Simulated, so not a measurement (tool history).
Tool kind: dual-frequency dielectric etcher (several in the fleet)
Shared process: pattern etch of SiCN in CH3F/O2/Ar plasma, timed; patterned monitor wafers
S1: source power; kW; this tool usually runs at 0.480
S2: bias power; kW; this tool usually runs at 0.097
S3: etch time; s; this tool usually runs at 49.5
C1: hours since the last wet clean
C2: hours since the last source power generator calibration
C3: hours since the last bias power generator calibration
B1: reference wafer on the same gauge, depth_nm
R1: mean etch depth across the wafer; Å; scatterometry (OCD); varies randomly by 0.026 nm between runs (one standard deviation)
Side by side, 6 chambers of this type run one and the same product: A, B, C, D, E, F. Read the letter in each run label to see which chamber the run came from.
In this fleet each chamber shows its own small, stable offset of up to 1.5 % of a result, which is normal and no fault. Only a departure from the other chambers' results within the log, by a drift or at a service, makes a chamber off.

run,hour,S1,S2,S3,C1,C2,C3,B1,R1
1C,6.2,0.480,0.097,49.5,139.8,3468.5,1296.2,19.097,220.13
2D,10.5,0.480,0.097,49.5,20.2,345.2,597.9,19.099,221.64
3E,14.1,0.480,0.097,49.5,118.9,1289.9,2985.8,19.103,221.60
4F,21.6,0.480,0.097,49.5,539.8,278.4,218.9,19.101,222.71
5B,28.2,0.480,0.097,49.5,192.1,1587.3,897.2,19.108,219.17
6A,32.2,0.480,0.097,49.5,77.0,2490.1,2044.5,19.113,222.97
7B,38.8,0.480,0.097,49.5,202.7,1597.9,907.8,19.112,219.45
8C,43.6,0.480,0.097,49.5,177.2,3505.9,1333.6,19.118,220.95
9A,51.0,0.480,0.097,49.5,95.8,2508.9,2063.3,19.119,222.18
10E,55.3,0.380,0.097,49.5,160.1,1331.1,3027.0,19.121,203.24
11D,60.6,0.380,0.097,49.5,70.3,395.3,648.0,19.123,203.19
# hour 66.6: chamber F: wet clean of the chamber
12F,67.7,0.380,0.097,49.5,1.1,324.5,265.0,19.125,204.86
13E,74.9,0.380,0.097,49.5,179.7,1350.7,3046.6,19.131,203.80
14B,80.7,0.380,0.097,49.5,244.6,1639.8,949.7,19.126,201.44
15F,86.4,0.380,0.097,49.5,19.8,343.2,283.7,19.130,204.45
16D,90.4,0.480,0.097,49.5,100.1,425.1,677.8,19.140,221.66
17C,96.7,0.480,0.078,49.5,230.3,3559.0,1386.7,19.129,204.41
18A,103.7,0.480,0.078,49.5,148.5,2561.6,2116.0,19.138,205.85
19D,108.9,0.480,0.078,49.5,118.6,443.6,696.3,19.142,205.54
20E,117.1,0.480,0.078,49.5,221.9,1392.9,3088.8,19.146,205.24
21C,121.8,0.480,0.078,49.5,255.4,3584.1,1411.8,19.146,204.09
22A,130.0,0.480,0.078,49.5,174.8,2587.9,2142.3,19.147,206.23
23F,136.3,0.480,0.097,49.5,69.7,393.1,333.6,19.149,223.29
# hour 138.5: chamber E: bias power generator calibrated
24B,143.4,0.480,0.097,49.5,307.3,1702.5,1012.4,19.150,219.10
25B,150.1,0.480,0.097,49.5,314.0,1709.2,1019.1,19.158,219.22
26A,155.3,0.480,0.097,49.5,200.1,2613.2,2167.6,19.158,223.10
27F,161.4,0.480,0.115,49.5,94.8,418.2,358.7,19.161,237.96
28D,166.1,0.480,0.115,49.5,175.8,500.8,753.5,19.168,236.55
29E,172.9,0.480,0.115,49.5,277.7,1448.7,34.4,19.168,237.52
30C,180.3,0.480,0.115,49.5,313.9,3642.6,1470.3,19.168,235.84
31C,187.1,0.480,0.115,49.5,320.7,3649.4,1477.1,19.174,235.36
32B,191.0,0.480,0.115,49.5,354.9,1750.1,1060.0,19.173,234.39
# hour 192.3: chamber B: wet clean of the chamber
33F,196.8,0.480,0.097,49.5,130.2,453.6,394.1,19.170,223.59
34E,201.3,0.480,0.097,49.5,306.1,1477.1,62.8,19.176,222.24
35A,207.6,0.480,0.097,49.5,252.4,2665.5,2219.9,19.185,223.15
36D,215.4,0.480,0.097,49.5,225.1,550.1,802.8,19.182,222.26
37C,220.4,0.480,0.097,49.5,354.0,3682.7,1510.4,19.185,221.35
38A,226.0,0.400,0.080,49.5,270.8,2683.9,2238.3,19.185,194.53
39F,233.1,0.400,0.080,49.5,166.5,489.9,430.4,19.185,195.04
40B,240.4,0.400,0.080,49.5,48.1,1799.5,1109.4,19.194,191.45

Predict what each chamber gives when all 6 of them run the settings below next.
41A,246.4,0.480,0.097,49.5,,,,,?
41B,246.4,0.480,0.097,49.5,,,,,?
41C,246.4,0.480,0.097,49.5,,,,,?
41D,246.4,0.480,0.097,49.5,,,,,?
41E,246.4,0.480,0.097,49.5,,,,,?
41F,246.4,0.480,0.097,49.5,,,,,?

run,R1
41A,222.82
41B,219.76
41C,221.53
41D,222.39
41E,222.34
41F,223.29
